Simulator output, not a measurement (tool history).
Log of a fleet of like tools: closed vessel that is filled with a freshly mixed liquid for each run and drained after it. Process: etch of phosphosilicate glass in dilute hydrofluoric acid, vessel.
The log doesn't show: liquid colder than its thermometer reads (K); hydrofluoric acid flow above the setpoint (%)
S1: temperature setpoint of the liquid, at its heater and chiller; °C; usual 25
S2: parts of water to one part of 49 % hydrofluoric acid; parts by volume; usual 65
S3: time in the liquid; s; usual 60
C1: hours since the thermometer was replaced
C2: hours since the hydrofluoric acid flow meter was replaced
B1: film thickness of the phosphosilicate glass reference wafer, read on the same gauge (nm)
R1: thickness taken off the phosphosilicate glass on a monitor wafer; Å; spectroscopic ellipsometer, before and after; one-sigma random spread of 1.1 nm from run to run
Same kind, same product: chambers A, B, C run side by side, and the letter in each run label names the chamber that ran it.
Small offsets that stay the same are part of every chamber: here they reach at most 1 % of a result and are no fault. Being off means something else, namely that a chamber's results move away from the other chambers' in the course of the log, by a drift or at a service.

{"run": "1C", "day": 0.288, "S1": 25, "S2": 65, "S3": 60, "C1": 255.7, "C2": 498.8, "B1": 80.016, "R1": 1194.8}
{"run": "2B", "day": 0.846, "S1": 25, "S2": 65, "S3": 60, "C1": 623.2, "C2": 188.1, "B1": 79.979, "R1": 1217.1}
{"run": "3A", "day": 1.229, "S1": 25, "S2": 65, "S3": 60, "C1": 1121.5, "C2": 159.4, "B1": 80.013, "R1": 1174.3}
{"day": 1.446, "done": "chamber A: thermometer replaced"}
{"run": "4C", "day": 1.796, "S1": 25, "S2": 65, "S3": 60, "C1": 291.9, "C2": 535.0, "B1": 79.987, "R1": 1203.5}
{"run": "5A", "day": 2.092, "S1": 25, "S2": 65, "S3": 60, "C1": 15.5, "C2": 180.1, "B1": 80.007, "R1": 1192.1}
{"run": "6B", "day": 2.433, "S1": 25, "S2": 65, "S3": 60, "C1": 661.3, "C2": 226.2, "B1": 79.98, "R1": 1211.8}
{"run": "7C", "day": 2.921, "S1": 25, "S2": 65, "S3": 60, "C1": 318.9, "C2": 562.0, "B1": 79.979, "R1": 1209.0}
{"run": "8B", "day": 3.367, "S1": 25, "S2": 65, "S3": 60, "C1": 683.7, "C2": 248.6, "B1": 80.01, "R1": 1202.2}
{"run": "9A", "day": 3.883, "S1": 25, "S2": 65, "S3": 60, "C1": 58.5, "C2": 223.1, "B1": 80.029, "R1": 1202.5}
{"run": "10B", "day": 4.158, "S1": 25, "S2": 65, "S3": 60, "C1": 702.7, "C2": 267.6, "B1": 79.98, "R1": 1206.2}
{"run": "11A", "day": 4.729, "S1": 25, "S2": 65, "S3": 60, "C1": 78.8, "C2": 243.4, "B1": 80.008, "R1": 1187.3}
{"run": "12C", "day": 5.1, "S1": 25, "S2": 65, "S3": 45, "C1": 371.2, "C2": 614.3, "B1": 80.009, "R1": 921.18}
{"run": "13C", "day": 5.529, "S1": 25, "S2": 65, "S3": 45, "C1": 381.5, "C2": 624.6, "B1": 79.995, "R1": 902.69}
{"run": "14B", "day": 5.925, "S1": 25, "S2": 65, "S3": 45, "C1": 745.1, "C2": 310.0, "B1": 79.98, "R1": 902.0}
{"run": "15A", "day": 6.538, "S1": 25, "S2": 65, "S3": 60, "C1": 122.2, "C2": 286.8, "B1": 80.014, "R1": 1198.4}
{"run": "16B", "day": 6.867, "S1": 25, "S2": 65, "S3": 60, "C1": 767.7, "C2": 332.6, "B1": 79.982, "R1": 1213.4}
{"run": "17A", "day": 7.367, "S1": 25, "S2": 65, "S3": 60, "C1": 142.1, "C2": 306.7, "B1": 80.002, "R1": 1185.4}
{"run": "18C", "day": 7.833, "S1": 25, "S2": 65, "S3": 60, "C1": 436.8, "C2": 679.9, "B1": 79.959, "R1": 1277.8}
{"run": "19A", "day": 8.454, "S1": 25, "S2": 65, "S3": 60, "C1": 168.2, "C2": 332.8, "B1": 80.01, "R1": 1185.4}
{"run": "20C", "day": 9.025, "S1": 25, "S2": 65, "S3": 60, "C1": 465.4, "C2": 708.5, "B1": 80.011, "R1": 1250.4}
{"run": "21B", "day": 9.304, "S1": 25, "S2": 75, "S3": 90, "C1": 826.2, "C2": 391.1, "B1": 80.0, "R1": 1557.0}
{"run": "22C", "day": 9.721, "S1": 25, "S2": 75, "S3": 90, "C1": 482.1, "C2": 725.2, "B1": 79.981, "R1": 1584.4}
{"run": "23B", "day": 10.058, "S1": 25, "S2": 75, "S3": 90, "C1": 844.3, "C2": 409.2, "B1": 79.993, "R1": 1562.4}
{"run": "24A", "day": 10.354, "S1": 25, "S2": 65, "S3": 60, "C1": 213.8, "C2": 378.4, "B1": 80.005, "R1": 1202.7}
{"run": "25B", "day": 10.858, "S1": 25, "S2": 65, "S3": 60, "C1": 863.5, "C2": 428.4, "B1": 80.008, "R1": 1214.0}
{"run": "26C", "day": 11.138, "S1": 25, "S2": 65, "S3": 60, "C1": 516.1, "C2": 759.2, "B1": 79.986, "R1": 1284.7}
{"run": "27A", "day": 11.621, "S1": 25, "S2": 65, "S3": 60, "C1": 244.2, "C2": 408.8, "B1": 80.008, "R1": 1185.1}
{"run": "28B", "day": 12.229, "S1": 25, "S2": 65, "S3": 60, "C1": 896.4, "C2": 461.3, "B1": 79.994, "R1": 1205.6}
{"run": "29C", "day": 12.846, "S1": 25, "S2": 65, "S3": 60, "C1": 557.1, "C2": 800.2, "B1": 79.974, "R1": 1292.6}
{"run": "30A", "day": 13.196, "S1": 25, "S2": 65, "S3": 60, "C1": 282.0, "C2": 446.6, "B1": 79.997, "R1": 1176.9}
{"run": "31A", "day": 13.492, "S1": 25, "S2": 65, "S3": 60, "C1": 289.1, "C2": 453.7, "B1": 79.999, "R1": 1192.1}
{"run": "32B", "day": 13.971, "S1": 25, "S2": 65, "S3": 60, "C1": 938.2, "C2": 503.1, "B1": 80.003, "R1": 1210.8}
{"run": "33C", "day": 14.35, "S1": 25, "S2": 65, "S3": 60, "C1": 593.2, "C2": 836.3, "B1": 79.983, "R1": 1304.0}
{"run": "34C", "day": 14.879, "S1": 25, "S2": 65, "S3": 45, "C1": 605.9, "C2": 849.0, "B1": 79.989, "R1": 1006.5}
{"run": "35B", "day": 15.408, "S1": 25, "S2": 65, "S3": 45, "C1": 972.7, "C2": 537.6, "B1": 80.008, "R1": 911.62}

Each of the 3 chambers runs these same settings next. Fill in every chamber's results:
{"run": "36A", "day": 15.862, "S1": 21, "S2": 65, "S3": 60, "R1": "?"}
{"run": "36B", "day": 15.862, "S1": 21, "S2": 65, "S3": 60, "R1": "?"}
{"run": "36C", "day": 15.862, "S1": 21, "S2": 65, "S3": 60, "R1": "?"}

run=36A R1=1008.60
run=36B R1=1040.10
run=36C R1=1139.50
